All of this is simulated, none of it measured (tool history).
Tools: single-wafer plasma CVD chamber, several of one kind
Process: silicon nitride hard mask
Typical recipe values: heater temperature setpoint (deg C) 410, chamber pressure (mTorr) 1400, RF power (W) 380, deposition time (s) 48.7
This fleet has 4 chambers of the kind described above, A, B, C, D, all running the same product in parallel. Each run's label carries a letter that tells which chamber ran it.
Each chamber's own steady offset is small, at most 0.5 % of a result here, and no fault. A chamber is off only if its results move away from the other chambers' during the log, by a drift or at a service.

run,hour,heater temperature setpoint (deg C),chamber pressure (mTorr),RF power (W),deposition time (s),"read-back reference wafer on the same gauge, thickness_nm",mean film thickness on the monitor wafer (angstrom)
1C,3.9,410,1400,380,48.7,60.619,620.37
2D,10.8,410,1400,380,48.7,60.649,621.54
3A,15.0,410,1400,380,48.7,60.655,625.02
4B,21.2,410,1400,380,48.7,60.578,621.00
5C,25.6,410,1400,380,48.7,60.624,624.82
6D,32.7,410,1400,380,48.7,60.591,625.23
7B,39.4,410,1400,420,48.7,60.592,656.73
8A,46.6,410,1400,420,48.7,60.562,666.02
9A,53.5,410,1400,420,48.7,60.677,671.69
10B,56.8,410,1400,420,48.7,60.581,661.00
11D,60.4,410,1400,380,48.7,60.573,617.26
12C,63.6,410,1400,380,48.7,60.570,616.80
13B,69.7,410,1400,380,48.7,60.564,615.52
14C,75.4,410,1400,330,48.7,60.596,569.64
15D,80.0,410,1400,330,48.7,60.626,569.85
16A,86.7,410,1400,330,48.7,60.682,570.38
17B,90.5,410,1400,330,48.7,60.619,556.83
18D,94.5,410,1400,380,48.7,60.649,624.54
19A,97.9,410,1400,380,48.7,60.557,617.91
20C,101.9,410,1080,380,41.6,60.588,489.37
21A,108.6,410,1080,380,41.6,60.597,495.23
22B,115.6,410,1080,380,41.6,60.608,480.49
23D,121.6,410,1080,380,41.6,60.574,488.57
24C,125.8,410,1400,380,48.7,60.546,619.88
25C,132.6,410,1400,380,48.7,60.601,618.63
26A,137.0,410,1400,380,48.7,60.646,627.16
27B,141.0,410,1400,380,48.7,60.541,608.25
28D,147.9,410,1400,380,48.7,60.591,626.83
29C,152.5,403,1400,445,48.7,60.600,685.30
30D,156.3,403,1400,445,48.7,60.635,685.83
31B,160.2,403,1400,445,48.7,60.561,664.56
32A,167.0,403,1400,445,48.7,60.608,685.26
33A,170.2,410,1400,380,48.7,60.575,624.30
34B,173.8,410,1400,380,48.7,60.649,603.19
35D,179.5,398,1400,380,48.7,60.589,626.37

Has any chamber moved away from the others, gradually or after a service, or does the common gauge drift, or do the chambers differ only by their own small steady offsets? State the chamber and the most likely cause if one applies.

It is chamber B that slowly wanders off from its peers.
What lies behind it: delivered RF power below the setpoint (%) = 5.48.

Chamber B could run next with any of the 4 candidate recipes listed below; each alters the usual settings, and their results appear as question marks. Which one brings its results back in line with what the other chambers deliver on the usual settings?
In line here means within this much of the mean the other chambers give on the usual settings: mean film thickness on the monitor wafer (angstrom) 10.00
36B-1,184.9,410,1240,380,48.7,,?
36B-2,184.9,410,1400,400,48.7,,?
36B-3,184.9,410,1370,370,46.7,,?
36B-4,184.9,410,1480,405,48.7,,?

What the other chambers average on the usual settings: mean film thickness on the monitor wafer (angstrom) 623.70
run,mean film thickness on the monitor wafer (angstrom)
36B-1,580.00
36B-2,622.40
36B-3,564.17
36B-4,637.92
The right change is 36B-2: it brings the chamber back within the allowed miss of the others.
